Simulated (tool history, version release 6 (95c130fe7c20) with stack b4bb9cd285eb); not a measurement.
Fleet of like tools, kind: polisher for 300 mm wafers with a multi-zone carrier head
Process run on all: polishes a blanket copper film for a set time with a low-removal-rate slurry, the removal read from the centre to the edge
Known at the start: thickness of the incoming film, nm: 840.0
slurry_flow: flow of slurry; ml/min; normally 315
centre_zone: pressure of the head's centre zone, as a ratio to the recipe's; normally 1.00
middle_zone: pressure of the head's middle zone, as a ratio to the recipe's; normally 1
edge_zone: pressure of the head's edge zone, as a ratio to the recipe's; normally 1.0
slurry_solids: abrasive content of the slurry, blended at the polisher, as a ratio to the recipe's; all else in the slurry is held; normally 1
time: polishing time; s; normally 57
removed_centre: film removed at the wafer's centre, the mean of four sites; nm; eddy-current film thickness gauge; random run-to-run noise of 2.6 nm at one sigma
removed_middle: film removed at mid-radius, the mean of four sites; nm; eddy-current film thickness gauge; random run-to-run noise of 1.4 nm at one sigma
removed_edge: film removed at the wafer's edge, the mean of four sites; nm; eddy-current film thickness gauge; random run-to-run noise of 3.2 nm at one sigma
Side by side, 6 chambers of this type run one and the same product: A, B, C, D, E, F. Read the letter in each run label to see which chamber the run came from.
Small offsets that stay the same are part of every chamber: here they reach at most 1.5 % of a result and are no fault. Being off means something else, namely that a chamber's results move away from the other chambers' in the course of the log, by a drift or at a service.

run 1A hour=4.7 | slurry_flow=315 centre_zone=1.00 middle_zone=1 edge_zone=1.0 slurry_solids=1 time=57 | removed_centre=222.75 removed_middle=217.18 removed_edge=221.42
-- hour=7.3 chamber B: worn pad replaced by a new one
run 2C hour=12.4 | slurry_flow=315 centre_zone=1.00 middle_zone=1 edge_zone=1.0 slurry_solids=1 time=57 | removed_centre=218.07 removed_middle=218.61 removed_edge=217.70
run 3B hour=21.4 | slurry_flow=315 centre_zone=1.00 middle_zone=1 edge_zone=1.0 slurry_solids=1 time=57 | removed_centre=219.27 removed_middle=215.77 removed_edge=209.72
run 4D hour=26.2 | slurry_flow=315 centre_zone=1.00 middle_zone=1 edge_zone=1.0 slurry_solids=1 time=57 | removed_centre=211.82 removed_middle=219.44 removed_edge=218.05
-- hour=28.9 chamber C: worn pad replaced by a new one
run 5E hour=35.9 | slurry_flow=315 centre_zone=1.00 middle_zone=1 edge_zone=1.0 slurry_solids=1 time=57 | removed_centre=215.99 removed_middle=215.63 removed_edge=217.19
-- hour=36.9 chamber E: worn pad replaced by a new one
run 6F hour=43.1 | slurry_flow=315 centre_zone=1.00 middle_zone=1 edge_zone=1.0 slurry_solids=1 time=57 | removed_centre=211.44 removed_middle=217.96 removed_edge=214.26
run 7B hour=49.2 | slurry_flow=315 centre_zone=1.00 middle_zone=1 edge_zone=1.0 slurry_solids=1 time=57 | removed_centre=210.97 removed_middle=218.09 removed_edge=218.71
-- hour=49.4 chamber A: worn pad replaced by a new one
-- hour=49.5 chamber F: worn pad replaced by a new one
run 8F hour=57.8 | slurry_flow=315 centre_zone=1.00 middle_zone=1 edge_zone=1.0 slurry_solids=1 time=57 | removed_centre=220.90 removed_middle=219.05 removed_edge=216.54
run 9A hour=65.3 | slurry_flow=315 centre_zone=1.00 middle_zone=1 edge_zone=1.0 slurry_solids=1 time=57 | removed_centre=218.66 removed_middle=222.55 removed_edge=216.77
-- hour=70.3 chamber B: edge zone pressure recalibrated
run 10C hour=72.9 | slurry_flow=315 centre_zone=1.00 middle_zone=1 edge_zone=1.0 slurry_solids=1 time=57 | removed_centre=223.97 removed_middle=218.46 removed_edge=222.80
run 11D hour=81.4 | slurry_flow=315 centre_zone=1.00 middle_zone=1 edge_zone=1.0 slurry_solids=1 time=57 | removed_centre=216.08 removed_middle=217.23 removed_edge=214.51
run 12E hour=87.9 | slurry_flow=315 centre_zone=1.00 middle_zone=1 edge_zone=1.0 slurry_solids=1 time=57 | removed_centre=214.39 removed_middle=214.63 removed_edge=213.16
run 13B hour=94.6 | slurry_flow=315 centre_zone=1.00 middle_zone=1 edge_zone=1.0 slurry_solids=1 time=57 | removed_centre=215.04 removed_middle=217.99 removed_edge=215.29
-- hour=96.2 chamber F: edge zone pressure recalibrated
-- hour=101.7 chamber E: worn pad replaced by a new one
run 14F hour=102.8 | slurry_flow=315 centre_zone=1.00 middle_zone=1 edge_zone=1.0 slurry_solids=1 time=57 | removed_centre=219.89 removed_middle=217.69 removed_edge=219.94
run 15C hour=108.5 | slurry_flow=315 centre_zone=1.00 middle_zone=1 edge_zone=1.0 slurry_solids=1 time=57 | removed_centre=216.55 removed_middle=216.65 removed_edge=219.32
run 16E hour=118.8 | slurry_flow=315 centre_zone=1.00 middle_zone=1 edge_zone=1.0 slurry_solids=1 time=57 | removed_centre=210.25 removed_middle=216.70 removed_edge=213.29
run 17D hour=126.9 | slurry_flow=315 centre_zone=1.00 middle_zone=1 edge_zone=1.0 slurry_solids=1 time=57 | removed_centre=214.99 removed_middle=214.25 removed_edge=217.71
-- hour=130.7 chamber C: edge zone pressure recalibrated
run 18A hour=132.6 | slurry_flow=315 centre_zone=1.00 middle_zone=1 edge_zone=1.0 slurry_solids=1 time=57 | removed_centre=219.06 removed_middle=217.62 removed_edge=223.76
-- hour=139.5 chamber B: worn pad replaced by a new one
run 19B hour=142.2 | slurry_flow=315 centre_zone=1.07 middle_zone=1 edge_zone=0.9 slurry_solids=1 time=57 | removed_centre=238.32 removed_middle=218.70 removed_edge=205.71
-- hour=143.7 chamber C: worn pad replaced by a new one
-- hour=145.6 chamber B: centre zone pressure recalibrated
run 20F hour=148.8 | slurry_flow=315 centre_zone=1.07 middle_zone=1 edge_zone=0.9 slurry_solids=1 time=57 | removed_centre=234.81 removed_middle=217.00 removed_edge=206.72
-- hour=150.3 chamber E: slurry nozzle cleaned
-- hour=155.4 chamber E: worn pad replaced by a new one
-- hour=155.4 chamber A: worn pad replaced by a new one
run 21C hour=156.1 | slurry_flow=315 centre_zone=1.07 middle_zone=1 edge_zone=0.9 slurry_solids=1 time=57 | removed_centre=231.49 removed_middle=216.17 removed_edge=209.12
run 22E hour=163.6 | slurry_flow=315 centre_zone=1.07 middle_zone=1 edge_zone=0.9 slurry_solids=1 time=57 | removed_centre=232.62 removed_middle=216.68 removed_edge=207.13
run 23D hour=169.1 | slurry_flow=315 centre_zone=1.07 middle_zone=1 edge_zone=0.9 slurry_solids=1 time=57 | removed_centre=224.09 removed_middle=210.73 removed_edge=192.50
-- hour=175.1 chamber D: edge zone pressure recalibrated
-- hour=177.8 chamber A: slurry nozzle cleaned
run 24A hour=178.5 | slurry_flow=315 centre_zone=1.07 middle_zone=1 edge_zone=0.9 slurry_solids=1 time=57 | removed_centre=236.45 removed_middle=217.04 removed_edge=205.56
-- hour=179.9 chamber D: slurry nozzle cleaned
-- hour=183.2 chamber F: worn pad replaced by a new one
run 25E hour=187.9 | slurry_flow=315 centre_zone=1.00 middle_zone=1 edge_zone=1.0 slurry_solids=1 time=57 | removed_centre=217.66 removed_middle=213.55 removed_edge=221.17
run 26A hour=192.7 | slurry_flow=315 centre_zone=1.00 middle_zone=1 edge_zone=1.0 slurry_solids=1 time=57 | removed_centre=214.40 removed_middle=216.45 removed_edge=216.50
run 27F hour=202.5 | slurry_flow=260 centre_zone=1.00 middle_zone=1 edge_zone=1.0 slurry_solids=1 time=57 | removed_centre=213.06 removed_middle=216.06 removed_edge=212.90
-- hour=205.1 chamber E: centre zone pressure recalibrated
run 28B hour=207.9 | slurry_flow=260 centre_zone=1.00 middle_zone=1 edge_zone=1.0 slurry_solids=1 time=57 | removed_centre=209.74 removed_middle=212.72 removed_edge=212.06
-- hour=211.6 chamber E: worn pad replaced by a new one
run 29D hour=216.9 | slurry_flow=260 centre_zone=1.00 middle_zone=1 edge_zone=1.0 slurry_solids=1 time=57 | removed_centre=198.37 removed_middle=199.30 removed_edge=199.96
-- hour=220.2 chamber B: slurry nozzle cleaned
run 30C hour=226.7 | slurry_flow=260 centre_zone=1.00 middle_zone=1 edge_zone=1.0 slurry_solids=1 time=57 | removed_centre=216.66 removed_middle=212.37 removed_edge=221.43
run 31F hour=235.8 | slurry_flow=260 centre_zone=1.00 middle_zone=1 edge_zone=1.0 slurry_solids=1 time=57 | removed_centre=212.04 removed_middle=216.89 removed_edge=221.81
-- hour=241.3 chamber C: worn pad replaced by a new one
run 32C hour=245.7 | slurry_flow=260 centre_zone=1.00 middle_zone=1 edge_zone=1.0 slurry_solids=1 time=57 | removed_centre=212.36 removed_middle=210.67 removed_edge=215.03
-- hour=246.0 chamber A: worn pad replaced by a new one
run 33E hour=252.1 | slurry_flow=315 centre_zone=1.00 middle_zone=1 edge_zone=1.0 slurry_solids=1 time=57 | removed_centre=216.25 removed_middle=218.88 removed_edge=213.00
run 34A hour=257.1 | slurry_flow=315 centre_zone=1.00 middle_zone=1 edge_zone=1.0 slurry_solids=1 time=57 | removed_centre=215.14 removed_middle=217.65 removed_edge=217.72
-- hour=259.5 chamber B: worn pad replaced by a new one
run 35D hour=264.8 | slurry_flow=315 centre_zone=1.00 middle_zone=1 edge_zone=1.0 slurry_solids=1 time=57 | removed_centre=194.37 removed_middle=197.07 removed_edge=193.45
run 36B hour=271.7 | slurry_flow=315 centre_zone=1.00 middle_zone=1 edge_zone=1.0 slurry_solids=1 time=57 | removed_centre=214.83 removed_middle=216.79 removed_edge=219.27
run 37C hour=277.4 | slurry_flow=315 centre_zone=1.00 middle_zone=1 edge_zone=1.0 slurry_solids=1 time=57 | removed_centre=221.59 removed_middle=216.21 removed_edge=217.14
run 38A hour=284.1 | slurry_flow=315 centre_zone=1.00 middle_zone=1 edge_zone=1.0 slurry_solids=1 time=57 | removed_centre=218.21 removed_middle=218.25 removed_edge=214.65
-- hour=291.7 chamber F: slurry nozzle cleaned
run 39F hour=292.7 | slurry_flow=315 centre_zone=1.00 middle_zone=1 edge_zone=1.0 slurry_solids=1 time=57 | removed_centre=222.74 removed_middle=219.14 removed_edge=220.12
run 40B hour=299.0 | slurry_flow=315 centre_zone=1.00 middle_zone=1 edge_zone=1.0 slurry_solids=1 time=57 | removed_centre=214.57 removed_middle=217.08 removed_edge=216.23

Next, all 6 chambers run the settings below, one line each with question marks for the results. What does each chamber give?
run 41A hour=306.4 | slurry_flow=315 centre_zone=1.00 middle_zone=1 edge_zone=1.0 slurry_solids=1 time=49 | removed_centre=? removed_middle=? removed_edge=?
run 41B hour=306.4 | slurry_flow=315 centre_zone=1.00 middle_zone=1 edge_zone=1.0 slurry_solids=1 time=49 | removed_centre=? removed_middle=? removed_edge=?
run 41C hour=306.4 | slurry_flow=315 centre_zone=1.00 middle_zone=1 edge_zone=1.0 slurry_solids=1 time=49 | removed_centre=? removed_middle=? removed_edge=?
run 41D hour=306.4 | slurry_flow=315 centre_zone=1.00 middle_zone=1 edge_zone=1.0 slurry_solids=1 time=49 | removed_centre=? removed_middle=? removed_edge=?
run 41E hour=306.4 | slurry_flow=315 centre_zone=1.00 middle_zone=1 edge_zone=1.0 slurry_solids=1 time=49 | removed_centre=? removed_middle=? removed_edge=?
run 41F hour=306.4 | slurry_flow=315 centre_zone=1.00 middle_zone=1 edge_zone=1.0 slurry_solids=1 time=49 | removed_centre=? removed_middle=? removed_edge=?

run=41A removed_centre=185.89 removed_middle=186.17 removed_edge=185.25
run=41B removed_centre=187.55 removed_middle=188.07 removed_edge=184.47
run=41C removed_centre=184.59 removed_middle=188.28 removed_edge=189.49
run=41D removed_centre=160.36 removed_middle=163.81 removed_edge=162.43
run=41E removed_centre=183.85 removed_middle=185.64 removed_edge=184.99
run=41F removed_centre=187.83 removed_middle=189.03 removed_edge=186.04
